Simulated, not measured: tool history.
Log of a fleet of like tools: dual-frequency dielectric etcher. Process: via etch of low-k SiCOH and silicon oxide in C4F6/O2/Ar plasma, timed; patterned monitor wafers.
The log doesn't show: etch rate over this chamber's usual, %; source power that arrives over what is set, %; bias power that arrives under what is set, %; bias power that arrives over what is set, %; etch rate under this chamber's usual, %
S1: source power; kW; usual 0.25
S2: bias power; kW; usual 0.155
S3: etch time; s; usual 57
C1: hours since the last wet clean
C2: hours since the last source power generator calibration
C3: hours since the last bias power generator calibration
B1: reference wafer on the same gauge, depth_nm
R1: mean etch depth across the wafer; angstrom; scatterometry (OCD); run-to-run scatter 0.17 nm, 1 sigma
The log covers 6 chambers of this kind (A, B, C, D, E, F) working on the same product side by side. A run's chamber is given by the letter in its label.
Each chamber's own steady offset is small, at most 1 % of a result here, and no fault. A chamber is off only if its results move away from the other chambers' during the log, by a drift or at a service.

| run | hour | S1 | S2 | S3 | C1 | C2 | C3 | B1 | R1 |
|---|---|---|---|---|---|---|---|---|---|
| 1A | 11.2 | 0.25 | 0.155 | 57 | 116.6 | 1090.5 | 335.7 | 145.99 | 1261.4 |
| 2D | 22.6 | 0.25 | 0.155 | 57 | 129.6 | 906.5 | 887.1 | 145.97 | 1277.5 |
|  | 26.3 | chamber B: wet clean of the chamber |
| 3E | 34.1 | 0.25 | 0.155 | 57 | 136.4 | 1693.3 | 776.7 | 145.95 | 1269.9 |
| 4C | 45.1 | 0.25 | 0.155 | 57 | 154.7 | 2494.1 | 1733.8 | 145.88 | 1260.9 |
| 5F | 53.3 | 0.25 | 0.155 | 57 | 232.2 | 1086.6 | 1795.5 | 145.86 | 1265.4 |
| 6B | 62.6 | 0.25 | 0.155 | 57 | 36.4 | 563.4 | 568.4 | 145.85 | 1276.5 |
| 7D | 69.1 | 0.25 | 0.155 | 57 | 176.1 | 953 | 933.6 | 145.86 | 1277.2 |
| 8E | 75.8 | 0.25 | 0.155 | 57 | 178.1 | 1735 | 818.4 | 145.87 | 1271 |
| 9B | 82.2 | 0.25 | 0.155 | 57 | 56 | 583 | 588 | 145.79 | 1272.9 |
| 10A | 90.1 | 0.25 | 0.155 | 57 | 195.5 | 1169.4 | 414.6 | 145.79 | 1260 |
| 11C | 96.7 | 0.25 | 0.155 | 57 | 206.3 | 2545.7 | 1785.4 | 145.72 | 1259.4 |
| 12F | 103.9 | 0.25 | 0.155 | 57 | 282.8 | 1137.2 | 1846.1 | 145.72 | 1257.7 |
| 13A | 110.6 | 0.25 | 0.155 | 57 | 216 | 1189.9 | 435.1 | 145.72 | 1262 |
| 14C | 115.9 | 0.25 | 0.155 | 57 | 225.5 | 2564.9 | 1804.6 | 145.72 | 1261.9 |
| 15F | 123 | 0.25 | 0.155 | 57 | 301.9 | 1156.3 | 1865.2 | 145.71 | 1260.1 |
| 16D | 132.3 | 0.25 | 0.155 | 57 | 239.3 | 1016.2 | 996.8 | 145.7 | 1276.1 |
| 17B | 143.1 | 0.25 | 0.155 | 57 | 116.9 | 643.9 | 648.9 | 145.64 | 1269.1 |
| 18E | 148.5 | 0.25 | 0.155 | 57 | 250.8 | 1807.7 | 891.1 | 145.69 | 1264.4 |
| 19F | 158.6 | 0.25 | 0.155 | 57 | 337.5 | 1191.9 | 1900.8 | 145.66 | 1258.6 |
| 20E | 169.2 | 0.25 | 0.155 | 57 | 271.5 | 1828.4 | 911.8 | 145.63 | 1266.9 |
|  | 176.8 | chamber F: wet clean of the chamber |
| 21B | 180.1 | 0.25 | 0.155 | 57 | 153.9 | 680.9 | 685.9 | 145.56 | 1274.3 |
| 22C | 189 | 0.25 | 0.155 | 57 | 298.6 | 2638 | 1877.7 | 145.5 | 1261.7 |
| 23A | 200.4 | 0.25 | 0.155 | 57 | 305.8 | 1279.7 | 524.9 | 145.55 | 1258.8 |
| 24D | 206.9 | 0.25 | 0.155 | 57 | 313.9 | 1090.8 | 1071.4 | 145.51 | 1273.2 |
| 25D | 217.9 | 0.2 | 0.155 | 57 | 324.9 | 1101.8 | 1082.4 | 145.44 | 1169 |
| 26C | 224.4 | 0.2 | 0.155 | 57 | 334 | 2673.4 | 1913.1 | 145.47 | 1152.6 |
| 27B | 229.7 | 0.2 | 0.155 | 57 | 203.5 | 730.5 | 735.5 | 145.49 | 1160.1 |
| 28F | 237.3 | 0.2 | 0.155 | 57 | 60.6 | 1270.6 | 1979.5 | 145.47 | 1154.6 |
| 29A | 248.9 | 0.2 | 0.155 | 57 | 354.3 | 1328.2 | 573.4 | 145.35 | 1151.4 |
| 30E | 255.9 | 0.2 | 0.155 | 57 | 358.2 | 1915.1 | 998.5 | 145.38 | 1157.2 |
| 31E | 265.5 | 0.25 | 0.155 | 57 | 367.8 | 1924.7 | 1008.1 | 145.36 | 1264.9 |
| 32C | 271.9 | 0.25 | 0.155 | 57 | 381.5 | 2720.9 | 1960.6 | 145.35 | 1257.3 |
| 33A | 280.3 | 0.25 | 0.155 | 57 | 385.7 | 1359.6 | 604.8 | 145.35 | 1253.6 |
| 34D | 290.7 | 0.25 | 0.155 | 57 | 397.7 | 1174.6 | 1155.2 | 145.29 | 1271.3 |
| 35B | 296.1 | 0.25 | 0.155 | 66.5 | 269.9 | 796.9 | 801.9 | 145.32 | 1480.4 |
| 36F | 301.9 | 0.25 | 0.155 | 66.5 | 125.2 | 1335.2 | 2044.1 | 145.3 | 1466.3 |
| 37E | 313.6 | 0.25 | 0.155 | 66.5 | 415.9 | 1972.8 | 1056.2 | 145.25 | 1470.9 |
| 38B | 321.1 | 0.25 | 0.155 | 66.5 | 294.9 | 821.9 | 826.9 | 145.24 | 1484.6 |

For the next run the whole fleet of 6 chambers uses the same settings. Give each chamber's results:
| 39A | 329.5 | 0.25 | 0.167 | 57 |  |  |  |  | ? |
| 39B | 329.5 | 0.25 | 0.167 | 57 |  |  |  |  | ? |
| 39C | 329.5 | 0.25 | 0.167 | 57 |  |  |  |  | ? |
| 39D | 329.5 | 0.25 | 0.167 | 57 |  |  |  |  | ? |
| 39E | 329.5 | 0.25 | 0.167 | 57 |  |  |  |  | ? |
| 39F | 329.5 | 0.25 | 0.167 | 57 |  |  |  |  | ? |

| run | R1 |
|---|---|
| 39A | 1286.5 |
| 39B | 1296.5 |
| 39C | 1287.9 |
| 39D | 1304.5 |
| 39E | 1295.5 |
| 39F | 1282.7 |
